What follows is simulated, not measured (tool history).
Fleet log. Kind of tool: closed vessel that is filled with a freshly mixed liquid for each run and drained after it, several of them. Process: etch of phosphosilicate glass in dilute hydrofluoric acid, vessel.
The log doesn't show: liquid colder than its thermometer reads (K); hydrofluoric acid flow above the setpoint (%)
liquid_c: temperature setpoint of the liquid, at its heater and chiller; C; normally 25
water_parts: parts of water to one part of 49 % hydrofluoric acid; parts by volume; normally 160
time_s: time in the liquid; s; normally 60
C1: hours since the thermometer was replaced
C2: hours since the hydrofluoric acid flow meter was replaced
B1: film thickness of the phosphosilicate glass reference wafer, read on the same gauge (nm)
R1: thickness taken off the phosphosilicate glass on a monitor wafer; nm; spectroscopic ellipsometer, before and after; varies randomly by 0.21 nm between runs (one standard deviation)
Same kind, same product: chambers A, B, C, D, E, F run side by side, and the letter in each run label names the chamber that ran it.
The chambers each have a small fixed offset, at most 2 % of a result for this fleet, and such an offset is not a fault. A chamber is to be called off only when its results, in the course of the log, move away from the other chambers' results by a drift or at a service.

{"run": "1C", "hour": 4.1, "liquid_c": 25, "water_parts": 160, "time_s": 60, "C1": 690.9, "C2": 525.1, "B1": 99.991, "R1": 22.547}
{"run": "2A", "hour": 9.2, "liquid_c": 25, "water_parts": 160, "time_s": 60, "C1": 1854.7, "C2": 1173.6, "B1": 100.0, "R1": 23.083}
{"run": "3E", "hour": 15.4, "liquid_c": 25, "water_parts": 160, "time_s": 60, "C1": 693.6, "C2": 1072.4, "B1": 99.994, "R1": 23.171}
{"run": "4D", "hour": 20.1, "liquid_c": 25, "water_parts": 160, "time_s": 60, "C1": 941.6, "C2": 885.0, "B1": 99.982, "R1": 23.315}
{"run": "5B", "hour": 26.0, "liquid_c": 25, "water_parts": 160, "time_s": 60, "C1": 877.9, "C2": 1040.9, "B1": 99.996, "R1": 23.047}
{"run": "6F", "hour": 34.2, "liquid_c": 25, "water_parts": 160, "time_s": 60, "C1": 2220.0, "C2": 1554.9, "B1": 100.0, "R1": 22.424}
{"run": "7F", "hour": 42.9, "liquid_c": 25, "water_parts": 160, "time_s": 60, "C1": 2228.7, "C2": 1563.6, "B1": 100.02, "R1": 22.601}
{"run": "8A", "hour": 48.9, "liquid_c": 25, "water_parts": 160, "time_s": 60, "C1": 1894.4, "C2": 1213.3, "B1": 100.02, "R1": 22.88}
{"run": "9E", "hour": 56.4, "liquid_c": 25, "water_parts": 230, "time_s": 45, "C1": 734.6, "C2": 1113.4, "B1": 99.997, "R1": 11.01}
{"run": "10D", "hour": 62.4, "liquid_c": 25, "water_parts": 230, "time_s": 45, "C1": 983.9, "C2": 927.3, "B1": 99.981, "R1": 11.17}
{"run": "11B", "hour": 70.8, "liquid_c": 25, "water_parts": 230, "time_s": 45, "C1": 922.7, "C2": 1085.7, "B1": 100.0, "R1": 11.237}
{"run": "12C", "hour": 76.3, "liquid_c": 25, "water_parts": 230, "time_s": 45, "C1": 763.1, "C2": 597.3, "B1": 100.01, "R1": 10.749}
{"run": "13C", "hour": 82.3, "liquid_c": 25, "water_parts": 230, "time_s": 45, "C1": 769.1, "C2": 603.3, "B1": 99.98, "R1": 10.776}
{"run": "14E", "hour": 86.4, "liquid_c": 25, "water_parts": 230, "time_s": 45, "C1": 764.6, "C2": 1143.4, "B1": 99.991, "R1": 11.096}
{"run": "15B", "hour": 92.7, "liquid_c": 25, "water_parts": 160, "time_s": 60, "C1": 944.6, "C2": 1107.6, "B1": 99.992, "R1": 23.18}
{"run": "16D", "hour": 101.0, "liquid_c": 25, "water_parts": 160, "time_s": 60, "C1": 1022.5, "C2": 965.9, "B1": 100.03, "R1": 22.741}
{"run": "17A", "hour": 109.7, "liquid_c": 25, "water_parts": 160, "time_s": 60, "C1": 1955.2, "C2": 1274.1, "B1": 100.01, "R1": 22.663}
{"run": "18F", "hour": 118.0, "liquid_c": 25, "water_parts": 160, "time_s": 60, "C1": 2303.8, "C2": 1638.7, "B1": 99.996, "R1": 22.549}
{"run": "19A", "hour": 123.1, "liquid_c": 25, "water_parts": 160, "time_s": 60, "C1": 1968.6, "C2": 1287.5, "B1": 99.981, "R1": 22.285}
{"run": "20B", "hour": 129.5, "liquid_c": 25, "water_parts": 160, "time_s": 60, "C1": 981.4, "C2": 1144.4, "B1": 99.993, "R1": 22.981}
{"run": "21F", "hour": 135.1, "liquid_c": 25, "water_parts": 160, "time_s": 60, "C1": 2320.9, "C2": 1655.8, "B1": 99.981, "R1": 23.098}
{"run": "22D", "hour": 144.1, "liquid_c": 25, "water_parts": 160, "time_s": 60, "C1": 1065.6, "C2": 1009.0, "B1": 100.01, "R1": 23.033}
{"run": "23E", "hour": 150.8, "liquid_c": 25, "water_parts": 160, "time_s": 60, "C1": 829.0, "C2": 1207.8, "B1": 100.0, "R1": 23.629}
{"run": "24C", "hour": 159.1, "liquid_c": 25, "water_parts": 160, "time_s": 60, "C1": 845.9, "C2": 680.1, "B1": 100.0, "R1": 22.723}
{"run": "25A", "hour": 168.2, "liquid_c": 25, "water_parts": 160, "time_s": 60, "C1": 2013.7, "C2": 1332.6, "B1": 99.995, "R1": 22.757}
{"run": "26C", "hour": 175.1, "liquid_c": 25, "water_parts": 160, "time_s": 60, "C1": 861.9, "C2": 696.1, "B1": 99.982, "R1": 22.705}
{"run": "27E", "hour": 180.7, "liquid_c": 25, "water_parts": 160, "time_s": 60, "C1": 858.9, "C2": 1237.7, "B1": 99.999, "R1": 24.373}
{"run": "28D", "hour": 187.2, "liquid_c": 25, "water_parts": 160, "time_s": 60, "C1": 1108.7, "C2": 1052.1, "B1": 99.971, "R1": 23.083}
{"run": "29F", "hour": 192.3, "liquid_c": 25, "water_parts": 160, "time_s": 60, "C1": 2378.1, "C2": 1713.0, "B1": 100.0, "R1": 22.727}
{"run": "30B", "hour": 196.5, "liquid_c": 25, "water_parts": 160, "time_s": 60, "C1": 1048.4, "C2": 1211.4, "B1": 99.98, "R1": 23.207}
{"run": "31F", "hour": 203.0, "liquid_c": 25, "water_parts": 160, "time_s": 60, "C1": 2388.8, "C2": 1723.7, "B1": 100.01, "R1": 22.794}
{"run": "32C", "hour": 207.5, "liquid_c": 25, "water_parts": 160, "time_s": 60, "C1": 894.3, "C2": 728.5, "B1": 100.0, "R1": 22.43}
{"run": "33E", "hour": 212.8, "liquid_c": 25, "water_parts": 160, "time_s": 90, "C1": 891.0, "C2": 1269.8, "B1": 100.02, "R1": 37.138}
{"run": "34D", "hour": 217.7, "liquid_c": 25, "water_parts": 160, "time_s": 90, "C1": 1139.2, "C2": 1082.6, "B1": 100.01, "R1": 34.557}
{"run": "35A", "hour": 222.8, "liquid_c": 25, "water_parts": 160, "time_s": 90, "C1": 2068.3, "C2": 1387.2, "B1": 99.989, "R1": 34.34}
{"run": "36B", "hour": 229.4, "liquid_c": 25, "water_parts": 160, "time_s": 90, "C1": 1081.3, "C2": 1244.3, "B1": 99.987, "R1": 34.491}
{"hour": 235.9, "done": "chamber A: hydrofluoric acid flow meter replaced"}
{"run": "37D", "hour": 237.9, "liquid_c": 25, "water_parts": 160, "time_s": 90, "C1": 1159.4, "C2": 1102.8, "B1": 100.01, "R1": 35.327}
{"run": "38E", "hour": 246.6, "liquid_c": 25, "water_parts": 160, "time_s": 90, "C1": 924.8, "C2": 1303.6, "B1": 99.997, "R1": 37.623}
{"run": "39F", "hour": 252.1, "liquid_c": 25, "water_parts": 160, "time_s": 60, "C1": 2437.9, "C2": 1772.8, "B1": 100.02, "R1": 22.794}
{"run": "40A", "hour": 258.0, "liquid_c": 25, "water_parts": 160, "time_s": 60, "C1": 2103.5, "C2": 22.2, "B1": 99.987, "R1": 22.554}

For the next run the whole fleet of 6 chambers uses the same settings. Give each chamber's results:
{"run": "41A", "hour": 264.7, "liquid_c": 25, "water_parts": 160, "time_s": 60, "R1": "?"}
{"run": "41B", "hour": 264.7, "liquid_c": 25, "water_parts": 160, "time_s": 60, "R1": "?"}
{"run": "41C", "hour": 264.7, "liquid_c": 25, "water_parts": 160, "time_s": 60, "R1": "?"}
{"run": "41D", "hour": 264.7, "liquid_c": 25, "water_parts": 160, "time_s": 60, "R1": "?"}
{"run": "41E", "hour": 264.7, "liquid_c": 25, "water_parts": 160, "time_s": 60, "R1": "?"}
{"run": "41F", "hour": 264.7, "liquid_c": 25, "water_parts": 160, "time_s": 60, "R1": "?"}

run=41A R1=22.808
run=41B R1=23.046
run=41C R1=22.521
run=41D R1=23.304
run=41E R1=25.244
run=41F R1=22.568

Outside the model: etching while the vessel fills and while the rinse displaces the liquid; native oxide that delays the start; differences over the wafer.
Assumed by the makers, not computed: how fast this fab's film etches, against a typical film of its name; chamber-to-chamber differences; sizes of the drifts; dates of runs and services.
